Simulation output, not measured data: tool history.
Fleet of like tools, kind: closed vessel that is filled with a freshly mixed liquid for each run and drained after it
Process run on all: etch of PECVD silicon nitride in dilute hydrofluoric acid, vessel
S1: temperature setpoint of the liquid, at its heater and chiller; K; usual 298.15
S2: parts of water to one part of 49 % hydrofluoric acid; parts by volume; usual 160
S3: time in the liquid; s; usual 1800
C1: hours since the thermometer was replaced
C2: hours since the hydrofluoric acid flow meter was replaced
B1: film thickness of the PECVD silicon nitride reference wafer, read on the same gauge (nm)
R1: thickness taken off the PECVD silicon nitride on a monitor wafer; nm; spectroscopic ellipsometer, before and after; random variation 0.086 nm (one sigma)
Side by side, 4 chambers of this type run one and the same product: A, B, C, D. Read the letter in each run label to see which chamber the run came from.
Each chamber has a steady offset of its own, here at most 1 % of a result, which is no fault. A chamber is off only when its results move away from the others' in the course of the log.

Run 1A, hour 7.6: usual settings; C1 305.1; C2 1724.4; B1 110.00. Result: R1 20.4890 nm.
Run 2B, hour 12.4: usual settings; C1 1778.1; C2 32.0; B1 110.02. Result: R1 20.3940 nm.
Run 3D, hour 19.4: usual settings; C1 104.6; C2 47.4; B1 110.00. Result: R1 20.5300 nm.
Run 4C, hour 26.5: usual settings; C1 1056.6; C2 343.0; B1 110.01. Result: R1 20.3940 nm.
Run 5A, hour 35.6: usual settings; C1 333.1; C2 1752.4; B1 110.01. Result: R1 20.5340 nm.
Run 6D, hour 43.0: usual settings; C1 128.2; C2 71.0; B1 110.00. Result: R1 20.5090 nm.
Run 7B, hour 48.5: usual settings but S2 205 parts by volume; C1 1814.2; C2 68.1; B1 110.01. Result: R1 15.9910 nm.
Run 8C, hour 54.4: usual settings but S2 205 parts by volume; C1 1084.5; C2 370.9; B1 110.01. Result: R1 15.9890 nm.
Run 9C, hour 60.6: usual settings but S2 205 parts by volume; C1 1090.7; C2 377.1; B1 109.97. Result: R1 15.8830 nm.
Run 10B, hour 67.1: usual settings but S2 205 parts by volume; C1 1832.8; C2 86.7; B1 110.01. Result: R1 15.9160 nm.
Run 11A, hour 75.2: usual settings; C1 372.7; C2 1792.0; B1 110.00. Result: R1 20.6140 nm.
Run 12D, hour 84.5: usual settings but S2 235 parts by volume, S3 770 s; C1 169.7; C2 112.5; B1 109.98. Result: R1 5.9682 nm.
Run 13A, hour 90.2: usual settings but S2 235 parts by volume, S3 770 s; C1 387.7; C2 1807.0; B1 110.02. Result: R1 6.0264 nm.
Run 14D, hour 96.8: usual settings but S2 235 parts by volume, S3 770 s; C1 182.0; C2 124.8; B1 109.99. Result: R1 5.9752 nm.
Run 15B, hour 106.3: usual settings but S2 235 parts by volume, S3 770 s; C1 1872.0; C2 125.9; B1 110.00. Result: R1 5.9761 nm.
Run 16C, hour 114.6: usual settings; C1 1144.7; C2 431.1; B1 110.02. Result: R1 20.4360 nm.
Run 17C, hour 123.1: usual settings; C1 1153.2; C2 439.6; B1 110.02. Result: R1 20.4940 nm.
Run 18A, hour 129.3: usual settings; C1 426.8; C2 1846.1; B1 109.98. Result: R1 20.5840 nm.
Run 19D, hour 137.5: usual settings but S1 301.15 K; C1 222.7; C2 165.5; B1 109.98. Result: R1 24.5880 nm.
Run 20B, hour 145.1: usual settings but S1 301.15 K; C1 1910.8; C2 164.7; B1 109.99. Result: R1 24.6040 nm.
Run 21D, hour 153.5: usual settings but S1 301.15 K; C1 238.7; C2 181.5; B1 110.00. Result: R1 24.7000 nm.
Run 22A, hour 159.7: usual settings but S1 301.15 K; C1 457.2; C2 1876.5; B1 109.99. Result: R1 24.5970 nm.
Run 23B, hour 166.5: usual settings; C1 1932.2; C2 186.1; B1 109.98. Result: R1 20.5100 nm.
Run 24C, hour 173.7: usual settings; C1 1203.8; C2 490.2; B1 109.98. Result: R1 20.3880 nm.
Run 25B, hour 179.7: usual settings; C1 1945.4; C2 199.3; B1 110.03. Result: R1 20.4850 nm.
Run 26C, hour 189.5: usual settings but S2 205 parts by volume; C1 1219.6; C2 506.0; B1 110.01. Result: R1 15.8770 nm.
Run 27A, hour 195.0: usual settings but S2 205 parts by volume; C1 492.5; C2 1911.8; B1 110.00. Result: R1 16.2320 nm.
Run 28D, hour 202.8: usual settings but S2 205 parts by volume; C1 288.0; C2 230.8; B1 110.00. Result: R1 16.0170 nm.
Run 29D, hour 210.9: usual settings but S2 205 parts by volume; C1 296.1; C2 238.9; B1 110.01. Result: R1 15.9280 nm.

What goes on in this fleet: one chamber off, a drifting gauge, or nothing beyond the chambers' own small offsets? Name the chamber and the cause, if any.

All chambers stay in line apart from their small fixed offsets, and the gauge does not drift.

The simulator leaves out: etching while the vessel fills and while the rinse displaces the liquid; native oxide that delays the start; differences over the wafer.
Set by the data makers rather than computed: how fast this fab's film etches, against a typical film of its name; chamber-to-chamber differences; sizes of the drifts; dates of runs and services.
